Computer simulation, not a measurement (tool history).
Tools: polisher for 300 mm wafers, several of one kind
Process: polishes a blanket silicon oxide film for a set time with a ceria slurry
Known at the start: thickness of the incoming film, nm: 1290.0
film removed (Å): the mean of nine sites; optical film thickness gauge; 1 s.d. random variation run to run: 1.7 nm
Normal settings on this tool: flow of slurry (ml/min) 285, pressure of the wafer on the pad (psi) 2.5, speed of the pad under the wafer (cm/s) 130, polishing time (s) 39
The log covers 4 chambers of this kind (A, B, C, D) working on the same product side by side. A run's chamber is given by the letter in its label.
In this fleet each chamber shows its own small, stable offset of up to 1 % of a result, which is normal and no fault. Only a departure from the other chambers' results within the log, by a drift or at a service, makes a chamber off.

| run | hour | flow of slurry (ml/min) | pressure of the wafer on the pad (psi) | speed of the pad under the wafer (cm/s) | polishing time (s) | wafers polished on this pad | hours since the slurry nozzle was cleaned | hours since the head pressure was calibrated | film removed (Å) |
|---|---|---|---|---|---|---|---|---|---|
| 1C | 7.5 | 285 | 2.5 | 130 | 39 | 191 | 214.8 | 16.9 | 1938.7 |
| 2A | 15.9 | 285 | 2.5 | 130 | 39 | 168 | 177.4 | 856.1 | 1961.2 |
| 3B | 20.8 | 285 | 2.5 | 130 | 39 | 771 | 129.4 | 1316.6 | 1909.8 |
| 4D | 26.4 | 285 | 2.5 | 130 | 39 | 866 | 372 | 121.4 | 1934.4 |
| 5A | 33.5 | 285 | 2.5 | 130 | 39 | 321 | 195 | 873.7 | 1935.8 |
| 6D | 40 | 285 | 2.5 | 130 | 39 | 984 | 385.6 | 135 | 1935.6 |
|  | 41.7 | chamber C: slurry nozzle cleaned |
| 7C | 46.2 | 285 | 2.5 | 130 | 39 | 527 | 4.5 | 55.6 | 1951.5 |
|  | 48.9 | chamber B: worn pad replaced by a new one |
| 8B | 52.8 | 285 | 2.5 | 146 | 43 | 33 | 161.4 | 1348.6 | 2436.8 |
|  | 56.8 | chamber C: worn pad replaced by a new one |
| 9D | 59.3 | 285 | 2.5 | 146 | 43 | 1152 | 404.9 | 154.3 | 2386.6 |
|  | 63.5 | chamber D: worn pad replaced by a new one |
| 10B | 64 | 285 | 2.5 | 146 | 43 | 131 | 172.6 | 1359.8 | 2337.6 |
| 11C | 69 | 285 | 2.5 | 146 | 43 | 106 | 27.3 | 78.4 | 2379.8 |
| 12A | 78.9 | 285 | 2.5 | 130 | 39 | 715 | 240.4 | 919.1 | 1951.7 |
|  | 85.2 | chamber A: worn pad replaced by a new one |
| 13B | 87.7 | 285 | 2.5 | 130 | 39 | 337 | 196.3 | 1383.5 | 1933.8 |
| 14D | 95.3 | 285 | 2.5 | 130 | 39 | 276 | 440.9 | 190.3 | 1955.7 |
|  | 102.5 | chamber B: slurry nozzle cleaned |
| 15C | 104.5 | 285 | 2.5 | 130 | 39 | 414 | 62.8 | 113.9 | 1918.6 |
| 16A | 113.4 | 355 | 2.5 | 130 | 39 | 245 | 274.9 | 953.6 | 1970.8 |
|  | 115.4 | chamber B: head pressure recalibrated |
| 17B | 122.4 | 355 | 2.5 | 130 | 39 | 638 | 19.9 | 7.1 | 1739 |
| 18A | 130.4 | 355 | 2.5 | 130 | 39 | 393 | 291.9 | 970.6 | 1962.1 |
|  | 135.9 | chamber C: worn pad replaced by a new one |
| 19D | 136.2 | 355 | 2.5 | 130 | 39 | 631 | 481.8 | 231.2 | 1984.2 |
| 20C | 141.9 | 285 | 2.5 | 130 | 39 | 52 | 100.2 | 151.3 | 1911.8 |
| 21C | 149.5 | 285 | 2.5 | 130 | 39 | 118 | 107.8 | 158.9 | 1955 |
| 22A | 156.4 | 285 | 2.5 | 130 | 39 | 619 | 317.9 | 996.6 | 1945 |
| 23B | 163 | 285 | 2.5 | 130 | 39 | 991 | 60.5 | 47.7 | 1705.9 |
|  | 167.5 | chamber B: worn pad replaced by a new one |
| 24D | 168.4 | 285 | 2.5 | 130 | 39 | 911 | 514 | 263.4 | 1917.8 |
| 25C | 174.4 | 285 | 2.5 | 130 | 39 | 334 | 132.7 | 183.8 | 1946.6 |
| 26B | 180.3 | 285 | 2.5 | 130 | 39 | 111 | 77.8 | 65 | 1733.2 |
|  | 182.4 | chamber A: worn pad replaced by a new one |
| 27A | 184.7 | 285 | 2.5 | 130 | 39 | 20 | 346.2 | 1024.9 | 1922.6 |
|  | 193.3 | chamber D: worn pad replaced by a new one |
| 28D | 193.6 | 205 | 2.5 | 130 | 39 | 3 | 539.2 | 288.6 | 1867.8 |
| 29A | 202.2 | 205 | 2.5 | 130 | 39 | 172 | 363.7 | 1042.4 | 1889.7 |
| 30B | 208.8 | 205 | 2.5 | 130 | 39 | 359 | 106.3 | 93.5 | 1630.2 |
|  | 214.4 | chamber D: slurry nozzle cleaned |
|  | 214.8 | chamber C: worn pad replaced by a new one |
| 31C | 216.7 | 205 | 2.5 | 130 | 39 | 17 | 175 | 226.1 | 1850.6 |
| 32D | 226.5 | 285 | 1.6 | 130 | 39 | 289 | 12.1 | 321.5 | 1235.8 |
| 33D | 233.1 | 285 | 1.6 | 130 | 39 | 346 | 18.7 | 328.1 | 1256.4 |

Each of the 4 chambers runs these same settings next. Fill in every chamber's results:
| 34A | 240.3 | 285 | 2 | 130 | 39 |  |  |  | ? |
| 34B | 240.3 | 285 | 2 | 130 | 39 |  |  |  | ? |
| 34C | 240.3 | 285 | 2 | 130 | 39 |  |  |  | ? |
| 34D | 240.3 | 285 | 2 | 130 | 39 |  |  |  | ? |

| run | film removed (Å) |
|---|---|
| 34A | 1569.4 |
| 34B | 1352 |
| 34C | 1518.5 |
| 34D | 1566 |

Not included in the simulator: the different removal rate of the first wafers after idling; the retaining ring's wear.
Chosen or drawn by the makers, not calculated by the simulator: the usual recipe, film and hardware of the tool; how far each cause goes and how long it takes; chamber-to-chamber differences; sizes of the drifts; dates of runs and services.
